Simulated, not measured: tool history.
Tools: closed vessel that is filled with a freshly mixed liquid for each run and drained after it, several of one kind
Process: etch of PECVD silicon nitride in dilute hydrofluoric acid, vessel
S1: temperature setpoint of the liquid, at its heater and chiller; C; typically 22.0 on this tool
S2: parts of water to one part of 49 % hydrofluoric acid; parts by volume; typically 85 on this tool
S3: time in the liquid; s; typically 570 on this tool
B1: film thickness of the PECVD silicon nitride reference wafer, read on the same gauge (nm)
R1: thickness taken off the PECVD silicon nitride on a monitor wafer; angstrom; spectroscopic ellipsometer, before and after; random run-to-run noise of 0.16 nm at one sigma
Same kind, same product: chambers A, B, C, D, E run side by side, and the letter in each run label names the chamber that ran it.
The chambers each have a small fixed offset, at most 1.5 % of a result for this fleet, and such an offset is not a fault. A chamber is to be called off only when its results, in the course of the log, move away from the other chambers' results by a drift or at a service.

| run | hour | S1 | S2 | S3 | B1 | R1 |
|---|---|---|---|---|---|---|
| 1E | 8.3 | 22.0 | 85 | 570 | 110.00 | 275.01 |
| 2C | 17.7 | 22.0 | 85 | 570 | 109.99 | 277.60 |
| 3A | 27.8 | 22.0 | 85 | 570 | 109.99 | 275.45 |
| 4D | 36.9 | 22.0 | 85 | 570 | 109.99 | 274.93 |
| 5B | 47.9 | 22.0 | 85 | 570 | 109.97 | 275.13 |
| 6A | 54.9 | 22.0 | 85 | 570 | 109.99 | 276.98 |
| 7B | 61.2 | 22.0 | 120 | 570 | 110.00 | 197.85 |
| 8D | 70.1 | 22.0 | 120 | 570 | 110.01 | 196.75 |
| 9E | 78.5 | 22.0 | 120 | 570 | 110.00 | 197.42 |
| 10C | 88.5 | 22.0 | 120 | 570 | 110.01 | 195.34 |
| 11E | 96.2 | 22.0 | 120 | 570 | 109.98 | 197.77 |
| 12A | 105.5 | 18.5 | 85 | 570 | 110.01 | 216.88 |
| 13B | 116.4 | 18.5 | 85 | 570 | 109.98 | 215.55 |
| 14D | 125.5 | 18.5 | 85 | 570 | 110.02 | 217.22 |
| 15C | 130.6 | 18.5 | 85 | 570 | 109.99 | 216.42 |
| 16B | 138.2 | 18.5 | 85 | 570 | 110.00 | 216.61 |
|  | 146.9 | chamber A: hydrofluoric acid flow meter replaced |
| 17C | 148.4 | 25.0 | 85 | 570 | 110.00 | 339.65 |
| 18A | 159.1 | 25.0 | 85 | 570 | 109.99 | 339.36 |
| 19E | 164.2 | 25.0 | 85 | 570 | 110.00 | 331.91 |
| 20D | 169.4 | 25.0 | 85 | 570 | 110.01 | 335.44 |
| 21A | 174.5 | 25.0 | 85 | 570 | 110.01 | 338.89 |
| 22C | 181.5 | 22.0 | 85 | 570 | 109.99 | 274.95 |
| 23E | 189.6 | 22.0 | 85 | 570 | 110.00 | 269.55 |
|  | 193.0 | chamber D: hydrofluoric acid flow meter replaced |
| 24B | 197.9 | 22.0 | 85 | 570 | 110.03 | 273.38 |
| 25D | 207.6 | 22.0 | 85 | 570 | 110.01 | 271.44 |
| 26E | 214.6 | 22.0 | 85 | 570 | 110.02 | 268.13 |
| 27A | 224.7 | 22.0 | 85 | 570 | 110.01 | 272.81 |
| 28B | 233.3 | 22.0 | 85 | 570 | 110.01 | 276.09 |
| 29C | 239.6 | 22.0 | 85 | 570 | 110.01 | 278.86 |
| 30D | 245.3 | 22.0 | 85 | 570 | 110.02 | 274.18 |
| 31B | 250.8 | 22.0 | 85 | 570 | 110.00 | 276.33 |
| 32E | 258.3 | 22.0 | 85 | 570 | 109.99 | 265.71 |
| 33D | 266.4 | 22.0 | 85 | 570 | 110.02 | 274.89 |

Is one chamber out of step, is the gauge drifting, or do the chambers differ by no more than their own small offsets? For an off chamber, give its letter and the likeliest cause.

Chamber E drifts away from the others.
Most likely cause: liquid colder than its thermometer reads (K) = 0.595.
With only this log, it may be confused with: hydrofluoric acid flow below the setpoint (%).

Below are 4 candidate recipes for chamber E's next run, each the usual settings with a change, their results shown as question marks. Which of them brings E's results back in line with what the other chambers give on the usual settings?
In line means no further than this from the other chambers' mean on the usual settings: R1 5.60 angstrom
| 34E-1 | 274.4 | 22.0 | 85 | 545 |  | ? |
| 34E-2 | 274.4 | 22.0 | 85 | 575 |  | ? |
| 34E-3 | 274.4 | 22.0 | 85 | 565 |  | ? |
| 34E-4 | 274.4 | 22.0 | 85 | 595 |  | ? |

The other chambers' mean on the usual settings: R1 275.89 angstrom
| run | R1 |
|---|---|
| 34E-1 | 253.47 |
| 34E-2 | 267.42 |
| 34E-3 | 262.77 |
| 34E-4 | 276.72 |
The answer is 34E-4, which returns the chamber to within the allowed miss of the others.

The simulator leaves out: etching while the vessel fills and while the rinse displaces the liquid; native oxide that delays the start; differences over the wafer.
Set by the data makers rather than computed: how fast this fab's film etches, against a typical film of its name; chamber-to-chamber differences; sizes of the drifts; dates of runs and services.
